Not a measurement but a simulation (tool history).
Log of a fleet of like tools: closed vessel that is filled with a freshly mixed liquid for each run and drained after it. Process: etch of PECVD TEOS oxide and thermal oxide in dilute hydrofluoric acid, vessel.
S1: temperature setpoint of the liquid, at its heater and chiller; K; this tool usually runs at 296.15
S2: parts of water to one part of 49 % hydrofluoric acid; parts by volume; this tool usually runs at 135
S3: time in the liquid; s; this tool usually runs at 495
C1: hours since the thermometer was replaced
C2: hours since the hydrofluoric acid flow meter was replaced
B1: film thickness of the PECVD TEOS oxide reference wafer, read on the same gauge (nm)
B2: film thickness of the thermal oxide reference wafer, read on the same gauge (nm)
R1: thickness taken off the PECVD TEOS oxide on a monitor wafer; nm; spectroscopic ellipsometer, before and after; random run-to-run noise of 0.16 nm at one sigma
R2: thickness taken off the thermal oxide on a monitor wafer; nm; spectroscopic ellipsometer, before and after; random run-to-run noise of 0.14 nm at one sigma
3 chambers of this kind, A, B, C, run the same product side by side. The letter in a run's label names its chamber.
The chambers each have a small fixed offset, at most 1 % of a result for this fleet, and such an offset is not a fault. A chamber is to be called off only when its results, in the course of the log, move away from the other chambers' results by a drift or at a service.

run 1B hour=7.4 | S1=296.15 S2=135 S3=495 | C1=310.1 C2=199.9 | B1=40.009 B2=59.984 | R1=28.987 R2=17.082
run 2C hour=16.5 | S1=296.15 S2=135 S3=495 | C1=800.1 C2=73.5 | B1=40.005 B2=59.989 | R1=29.213 R2=16.977
run 3A hour=22.6 | S1=296.15 S2=135 S3=495 | C1=398.5 C2=739.1 | B1=39.979 B2=59.996 | R1=29.341 R2=17.203
run 4A hour=29.7 | S1=296.15 S2=135 S3=495 | C1=405.6 C2=746.2 | B1=40.001 B2=59.991 | R1=28.95 R2=16.933
run 5C hour=35.9 | S1=296.15 S2=135 S3=495 | C1=819.5 C2=92.9 | B1=39.996 B2=59.999 | R1=29.317 R2=16.779
run 6B hour=42.4 | S1=296.15 S2=185 S3=595 | C1=345.1 C2=234.9 | B1=40.016 B2=60.025 | R1=24.235 R2=14.271
run 7C hour=50.5 | S1=296.15 S2=185 S3=595 | C1=834.1 C2=107.5 | B1=40.016 B2=59.985 | R1=24.141 R2=14.318
run 8B hour=54.9 | S1=296.15 S2=185 S3=595 | C1=357.6 C2=247.4 | B1=40.022 B2=59.977 | R1=23.954 R2=14.239
run 9A hour=61.7 | S1=296.15 S2=135 S3=495 | C1=437.6 C2=778.2 | B1=40.043 B2=59.992 | R1=28.906 R2=16.927
run 10C hour=67.2 | S1=296.15 S2=135 S3=765 | C1=850.8 C2=124.2 | B1=39.992 B2=60.005 | R1=45.455 R2=26.167
run 11B hour=72.7 | S1=296.15 S2=135 S3=765 | C1=375.4 C2=265.2 | B1=40.022 B2=60.016 | R1=45.116 R2=26.291
run 12A hour=78.1 | S1=296.15 S2=135 S3=765 | C1=454 C2=794.6 | B1=40.005 B2=60.003 | R1=45.175 R2=26.353
run 13B hour=84.1 | S1=296.15 S2=135 S3=495 | C1=386.8 C2=276.6 | B1=39.964 B2=60.006 | R1=28.941 R2=16.923
run 14A hour=89.7 | S1=296.15 S2=135 S3=495 | C1=465.6 C2=806.2 | B1=39.94 B2=60.005 | R1=29.191 R2=17.05
run 15C hour=98.2 | S1=296.15 S2=135 S3=495 | C1=881.8 C2=155.2 | B1=39.978 B2=59.999 | R1=29.106 R2=17.131
run 16C hour=102.8 | S1=296.15 S2=135 S3=495 | C1=886.4 C2=159.8 | B1=40.059 B2=60.012 | R1=28.99 R2=17.157
run 17B hour=107.4 | S1=296.15 S2=195 S3=705 | C1=410.1 C2=299.9 | B1=39.985 B2=60.007 | R1=26.751 R2=15.917
run 18A hour=114.3 | S1=296.15 S2=195 S3=705 | C1=490.2 C2=830.8 | B1=39.987 B2=59.999 | R1=26.399 R2=15.64
run 19C hour=118.6 | S1=296.15 S2=195 S3=705 | C1=902.2 C2=175.6 | B1=39.965 B2=60.009 | R1=26.793 R2=15.841
run 20B hour=125.2 | S1=296.15 S2=135 S3=495 | C1=427.9 C2=317.7 | B1=39.969 B2=60.012 | R1=28.397 R2=17.006
run 21A hour=132.3 | S1=296.15 S2=135 S3=495 | C1=508.2 C2=848.8 | B1=39.963 B2=60.014 | R1=28.913 R2=17.246
run 22B hour=139.8 | S1=296.15 S2=135 S3=495 | C1=442.5 C2=332.3 | B1=39.987 B2=60.008 | R1=28.54 R2=16.96
run 23A hour=148.2 | S1=296.15 S2=135 S3=495 | C1=524.1 C2=864.7 | B1=39.987 B2=59.998 | R1=29.29 R2=17.347
run 24C hour=154.3 | S1=297.65 S2=135 S3=495 | C1=937.9 C2=211.3 | B1=40.018 B2=60.009 | R1=30.765 R2=18.198
run 25C hour=162.1 | S1=297.65 S2=135 S3=495 | C1=945.7 C2=219.1 | B1=39.998 B2=59.981 | R1=30.871 R2=17.895
run 26A hour=166.7 | S1=297.65 S2=135 S3=495 | C1=542.6 C2=883.2 | B1=40.026 B2=59.996 | R1=31.156 R2=18.374
run 27B hour=174.1 | S1=296.15 S2=135 S3=495 | C1=476.8 C2=366.6 | B1=39.966 B2=59.993 | R1=28.956 R2=17.261
run 28C hour=181 | S1=296.15 S2=135 S3=495 | C1=964.6 C2=238 | B1=39.967 B2=59.985 | R1=29.262 R2=16.887
run 29B hour=185.8 | S1=296.15 S2=135 S3=495 | C1=488.5 C2=378.3 | B1=39.945 B2=60.009 | R1=28.601 R2=16.973
run 30A hour=194.8 | S1=296.15 S2=135 S3=495 | C1=570.7 C2=911.3 | B1=39.993 B2=59.999 | R1=29.85 R2=17.898
run 31C hour=200.3 | S1=296.15 S2=135 S3=495 | C1=983.9 C2=257.3 | B1=40.043 B2=59.984 | R1=29.112 R2=17.064
run 32B hour=209.1 | S1=296.15 S2=135 S3=495 | C1=511.8 C2=401.6 | B1=39.957 B2=60.002 | R1=28.748 R2=16.835
run 33A hour=217.4 | S1=296.15 S2=135 S3=495 | C1=593.3 C2=933.9 | B1=39.987 B2=60.016 | R1=30.047 R2=17.679
run 34B hour=221.8 | S1=296.15 S2=135 S3=495 | C1=524.5 C2=414.3 | B1=39.971 B2=59.998 | R1=28.452 R2=17.13
run 35C hour=229.8 | S1=296.15 S2=135 S3=495 | C1=1013.4 C2=286.8 | B1=40 B2=60.017 | R1=29.226 R2=17.245
run 36A hour=236.1 | S1=296.15 S2=135 S3=495 | C1=612 C2=952.6 | B1=40.026 B2=60 | R1=30.205 R2=17.619
run 37C hour=244.1 | S1=296.15 S2=105 S3=495 | C1=1027.7 C2=301.1 | B1=39.978 B2=59.991 | R1=38.488 R2=22.449
run 38B hour=251.8 | S1=296.15 S2=105 S3=495 | C1=554.5 C2=444.3 | B1=39.939 B2=59.988 | R1=38.084 R2=22.455
run 39A hour=256.8 | S1=296.15 S2=105 S3=495 | C1=632.7 C2=973.3 | B1=40.004 B2=60.009 | R1=40.585 R2=24.044
-- hour=260.9 chamber A: thermometer replaced
run 40A hour=264 | S1=296.15 S2=135 S3=495 | C1=3.1 C2=980.5 | B1=40.03 B2=60.013 | R1=30.277 R2=18.077
run 41B hour=269.9 | S1=296.15 S2=135 S3=495 | C1=572.6 C2=462.4 | B1=39.961 B2=59.994 | R1=29.135 R2=16.998
run 42C hour=275.5 | S1=299.65 S2=195 S3=495 | C1=1059.1 C2=332.5 | B1=39.953 B2=59.999 | R1=21.707 R2=12.63

All 3 chambers run these settings next. Forecast each chamber's results:
run 43A hour=282.1 | S1=292.15 S2=135 S3=495 | R1=? R2=?
run 43B hour=282.1 | S1=292.15 S2=135 S3=495 | R1=? R2=?
run 43C hour=282.1 | S1=292.15 S2=135 S3=495 | R1=? R2=?

run=43A R1=26.141 R2=15.232
run=43B R1=24.439 R2=14.315
run=43C R1=24.813 R2=14.485
